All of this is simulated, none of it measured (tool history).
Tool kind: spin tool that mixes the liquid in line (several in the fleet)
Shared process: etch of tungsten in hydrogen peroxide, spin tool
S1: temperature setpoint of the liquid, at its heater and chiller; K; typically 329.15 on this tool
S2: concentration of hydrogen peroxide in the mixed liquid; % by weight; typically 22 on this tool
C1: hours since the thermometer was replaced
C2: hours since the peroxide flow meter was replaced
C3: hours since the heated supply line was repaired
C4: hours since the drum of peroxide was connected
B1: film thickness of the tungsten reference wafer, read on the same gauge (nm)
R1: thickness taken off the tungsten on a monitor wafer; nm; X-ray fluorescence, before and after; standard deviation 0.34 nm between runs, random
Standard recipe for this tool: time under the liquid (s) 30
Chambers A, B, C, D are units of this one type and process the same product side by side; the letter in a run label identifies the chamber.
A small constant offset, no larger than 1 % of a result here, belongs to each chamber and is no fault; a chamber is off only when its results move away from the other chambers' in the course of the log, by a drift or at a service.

run 1A hour=6.7 | S1=329.15 S2=22 time_under_the_liquid_(s)=30 | C1=217.9 C2=543.1 C3=1937.9 C4=473.4 | B1=120.00 | R1=62.052
run 2B hour=13.5 | S1=329.15 S2=22 time_under_the_liquid_(s)=30 | C1=2653.2 C2=20.7 C3=127.1 C4=45.1 | B1=119.98 | R1=62.045
run 3D hour=25.4 | S1=329.15 S2=22 time_under_the_liquid_(s)=30 | C1=459.0 C2=538.9 C3=1675.9 C4=377.2 | B1=119.95 | R1=63.503
run 4C hour=32.4 | S1=329.15 S2=22 time_under_the_liquid_(s)=30 | C1=1827.2 C2=461.3 C3=495.0 C4=288.9 | B1=119.98 | R1=63.224
run 5B hour=39.9 | S1=320.15 S2=22 time_under_the_liquid_(s)=15 | C1=2679.6 C2=47.1 C3=153.5 C4=71.5 | B1=120.02 | R1=18.113
run 6C hour=50.7 | S1=320.15 S2=22 time_under_the_liquid_(s)=15 | C1=1845.5 C2=479.6 C3=513.3 C4=307.2 | B1=120.01 | R1=18.230
run 7D hour=61.4 | S1=320.15 S2=22 time_under_the_liquid_(s)=15 | C1=495.0 C2=574.9 C3=1711.9 C4=413.2 | B1=120.01 | R1=18.581
run 8A hour=72.1 | S1=320.15 S2=22 time_under_the_liquid_(s)=15 | C1=283.3 C2=608.5 C3=2003.3 C4=538.8 | B1=120.01 | R1=18.194
run 9B hour=81.7 | S1=329.15 S2=22 time_under_the_liquid_(s)=30 | C1=2721.4 C2=88.9 C3=195.3 C4=113.3 | B1=119.98 | R1=63.739
run 10C hour=90.1 | S1=329.15 S2=22 time_under_the_liquid_(s)=30 | C1=1884.9 C2=519.0 C3=552.7 C4=346.6 | B1=120.01 | R1=62.776
run 11D hour=98.6 | S1=329.15 S2=22 time_under_the_liquid_(s)=30 | C1=532.2 C2=612.1 C3=1749.1 C4=450.4 | B1=120.01 | R1=63.605
run 12A hour=104.3 | S1=329.15 S2=22 time_under_the_liquid_(s)=30 | C1=315.5 C2=640.7 C3=2035.5 C4=571.0 | B1=120.03 | R1=63.411
run 13B hour=117.0 | S1=329.15 S2=22 time_under_the_liquid_(s)=30 | C1=2756.7 C2=124.2 C3=230.6 C4=148.6 | B1=120.00 | R1=63.092
-- hour=119.5 chamber A: peroxide flow meter replaced
run 14A hour=124.5 | S1=329.15 S2=22 time_under_the_liquid_(s)=30 | C1=335.7 C2=5.1 C3=2055.7 C4=591.2 | B1=120.00 | R1=63.864
run 15C hour=136.6 | S1=329.15 S2=22 time_under_the_liquid_(s)=30 | C1=1931.4 C2=565.5 C3=599.2 C4=393.1 | B1=119.99 | R1=62.922
run 16D hour=146.7 | S1=329.15 S2=22 time_under_the_liquid_(s)=30 | C1=580.3 C2=660.2 C3=1797.2 C4=498.5 | B1=119.99 | R1=63.494
run 17B hour=153.4 | S1=329.15 S2=22 time_under_the_liquid_(s)=30 | C1=2793.1 C2=160.6 C3=267.0 C4=185.0 | B1=119.99 | R1=62.936
run 18A hour=166.3 | S1=329.15 S2=22 time_under_the_liquid_(s)=30 | C1=377.5 C2=46.9 C3=2097.5 C4=633.0 | B1=120.01 | R1=63.826
-- hour=173.9 chamber C: peroxide flow meter replaced
run 19C hour=177.2 | S1=329.15 S2=22 time_under_the_liquid_(s)=30 | C1=1972.0 C2=3.4 C3=639.8 C4=433.7 | B1=120.02 | R1=62.979
run 20D hour=184.6 | S1=329.15 S2=22 time_under_the_liquid_(s)=30 | C1=618.2 C2=698.1 C3=1835.1 C4=536.4 | B1=120.02 | R1=63.699
run 21D hour=191.3 | S1=329.15 S2=22 time_under_the_liquid_(s)=30 | C1=624.9 C2=704.8 C3=1841.8 C4=543.1 | B1=119.98 | R1=63.014
run 22A hour=202.9 | S1=329.15 S2=22 time_under_the_liquid_(s)=30 | C1=414.1 C2=83.5 C3=2134.1 C4=669.6 | B1=120.06 | R1=64.500
run 23C hour=215.9 | S1=329.15 S2=22 time_under_the_liquid_(s)=30 | C1=2010.7 C2=42.1 C3=678.5 C4=472.4 | B1=119.98 | R1=62.699
run 24B hour=225.4 | S1=329.15 S2=22 time_under_the_liquid_(s)=50 | C1=2865.1 C2=232.6 C3=339.0 C4=257.0 | B1=120.02 | R1=104.550
run 25B hour=237.0 | S1=329.15 S2=22 time_under_the_liquid_(s)=50 | C1=2876.7 C2=244.2 C3=350.6 C4=268.6 | B1=119.97 | R1=105.010
run 26C hour=248.7 | S1=329.15 S2=22 time_under_the_liquid_(s)=50 | C1=2043.5 C2=74.9 C3=711.3 C4=505.2 | B1=120.04 | R1=104.180
run 27D hour=256.3 | S1=329.15 S2=22 time_under_the_liquid_(s)=50 | C1=689.9 C2=769.8 C3=1906.8 C4=608.1 | B1=120.01 | R1=106.450
run 28A hour=267.9 | S1=329.15 S2=22 time_under_the_liquid_(s)=30 | C1=479.1 C2=148.5 C3=2199.1 C4=734.6 | B1=120.01 | R1=65.312
-- hour=271.3 chamber C: new drum of peroxide connected
run 29B hour=275.4 | S1=329.15 S2=22 time_under_the_liquid_(s)=30 | C1=2915.1 C2=282.6 C3=389.0 C4=307.0 | B1=119.96 | R1=63.139
run 30D hour=287.3 | S1=329.15 S2=22 time_under_the_liquid_(s)=30 | C1=720.9 C2=800.8 C3=1937.8 C4=639.1 | B1=119.98 | R1=63.965
run 31C hour=297.7 | S1=329.15 S2=22 time_under_the_liquid_(s)=30 | C1=2092.5 C2=123.9 C3=760.3 C4=26.4 | B1=120.00 | R1=63.522
run 32A hour=305.5 | S1=329.15 S2=22 time_under_the_liquid_(s)=30 | C1=516.7 C2=186.1 C3=2236.7 C4=772.2 | B1=119.97 | R1=65.040
run 33A hour=313.5 | S1=329.15 S2=22 time_under_the_liquid_(s)=30 | C1=524.7 C2=194.1 C3=2244.7 C4=780.2 | B1=120.06 | R1=65.509
-- hour=315.9 chamber B: thermometer replaced
run 34C hour=322.7 | S1=329.15 S2=22 time_under_the_liquid_(s)=50 | C1=2117.5 C2=148.9 C3=785.3 C4=51.4 | B1=119.99 | R1=105.590
run 35D hour=332.7 | S1=329.15 S2=22 time_under_the_liquid_(s)=50 | C1=766.3 C2=846.2 C3=1983.2 C4=684.5 | B1=120.00 | R1=105.820
run 36B hour=341.5 | S1=329.15 S2=22 time_under_the_liquid_(s)=50 | C1=25.6 C2=348.7 C3=455.1 C4=373.1 | B1=120.02 | R1=103.590
run 37C hour=349.7 | S1=329.15 S2=22 time_under_the_liquid_(s)=50 | C1=2144.5 C2=175.9 C3=812.3 C4=78.4 | B1=120.01 | R1=105.900
run 38D hour=359.5 | S1=329.15 S2=22 time_under_the_liquid_(s)=30 | C1=793.1 C2=873.0 C3=2010.0 C4=711.3 | B1=120.01 | R1=63.602

Each of the 4 chambers runs these same settings next. Fill in every chamber's results:
run 39A hour=368.8 | S1=329.15 S2=22 time_under_the_liquid_(s)=30 | R1=?
run 39B hour=368.8 | S1=329.15 S2=22 time_under_the_liquid_(s)=30 | R1=?
run 39C hour=368.8 | S1=329.15 S2=22 time_under_the_liquid_(s)=30 | R1=?
run 39D hour=368.8 | S1=329.15 S2=22 time_under_the_liquid_(s)=30 | R1=?

run=39A R1=65.762
run=39B R1=62.736
run=39C R1=63.272
run=39D R1=63.327
